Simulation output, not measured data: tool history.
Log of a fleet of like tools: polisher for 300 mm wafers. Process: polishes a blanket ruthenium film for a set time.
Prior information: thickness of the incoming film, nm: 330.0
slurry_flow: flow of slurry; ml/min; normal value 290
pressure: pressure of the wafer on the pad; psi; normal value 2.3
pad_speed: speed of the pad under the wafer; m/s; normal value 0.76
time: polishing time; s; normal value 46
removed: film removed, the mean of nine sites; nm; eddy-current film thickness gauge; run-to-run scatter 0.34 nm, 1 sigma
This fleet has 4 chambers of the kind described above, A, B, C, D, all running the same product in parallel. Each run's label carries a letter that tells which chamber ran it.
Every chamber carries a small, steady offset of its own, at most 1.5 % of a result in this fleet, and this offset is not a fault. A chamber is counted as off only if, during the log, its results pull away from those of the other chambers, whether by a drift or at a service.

run,hour,slurry_flow,pressure,pad_speed,time,removed
1A,9.3,290,2.3,0.76,46,45.82
2C,17.1,290,2.3,0.76,46,45.9
3D,28.2,290,2.3,0.76,46,45.46
# hour 29.1: chamber D: worn pad replaced by a new one
4B,33.7,290,2.3,0.76,46,45.857
5D,39.7,290,2.3,0.76,46,45.726
# hour 46.2: chamber B: worn pad replaced by a new one
# hour 47.6: chamber C: worn pad replaced by a new one
6B,51.7,290,2.3,0.76,46,45.511
7A,63.2,290,2.3,0.68,46,40.701
8C,74.9,290,2.3,0.68,46,40.839
# hour 83.7: chamber D: worn pad replaced by a new one
9B,86.4,290,2.3,0.68,46,40.691
10C,92,290,2.3,0.68,46,41.287
11A,97.2,290,2.3,0.76,46,45.528
12D,106.4,290,2.3,0.76,46,45.85
# hour 109.9: chamber B: slurry nozzle cleaned
13D,117.9,290,2.3,0.76,46,45.764
14A,124.4,290,2.3,0.76,46,45.58
15B,130.7,290,2.3,0.76,46,46.619
# hour 131: chamber D: worn pad replaced by a new one
# hour 131: chamber A: worn pad replaced by a new one
16C,140.1,290,2.3,0.76,46,45.897
17C,151.3,290,2.3,0.76,46,45.459
18D,159,290,2.3,0.76,46,45.088
# hour 160.7: chamber B: worn pad replaced by a new one
# hour 165.6: chamber C: worn pad replaced by a new one
19A,169.7,290,2.3,0.76,46,45.215
# hour 175.3: chamber C: head pressure recalibrated
20B,181.1,290,2.3,0.76,46,46.398
# hour 188.8: chamber D: worn pad replaced by a new one
21D,191.8,290,2.3,0.76,46,45.879
22B,203.3,290,2.3,0.76,46,45.92
23C,211.2,290,2.3,0.76,46,43.26
24A,219.6,290,2.3,0.76,46,45.829
25C,227.9,290,2.3,0.76,46,43.179
26D,236.8,290,2.3,0.76,46,45.629
27B,247.9,290,2.3,0.76,46,45.973
# hour 250.4: chamber D: worn pad replaced by a new one
28A,255.9,290,2.3,0.76,46,44.839
29C,261.4,290,2.3,0.76,46,43.015
30B,268.8,290,2.3,0.76,46,46.381
31D,275.8,290,2.3,0.76,46,45.682

Is one chamber off against the others, does the gauge drift, or is nothing wrong? If a chamber is off, say which, and what the likeliest cause is.

A service on chamber C put it out of line with the rest.
Likeliest cause: head's pressure below its setpoint, % = 5.25.

Chamber C could run next with any of the 4 candidate recipes listed below; each alters the usual settings, and their results appear as question marks. Which one brings its results back in line with what the other chambers deliver on the usual settings?
Maximum distance from the other chambers' mean on the usual settings for a result to count as in line: removed 1.2 nm
32C-1,284.4,290,2.3,0.8,46,?
32C-2,284.4,290,2.3,0.74,45,?
32C-3,284.4,290,2.4,0.78,48,?
32C-4,284.4,290,2.2,0.72,46,?

The mean the other chambers reach with the usual settings: removed 45.696 nm
run,removed
32C-1,45.559
32C-2,41.274
32C-3,48.372
32C-4,39.294
It is 32C-1 that realigns the chamber with its peers.
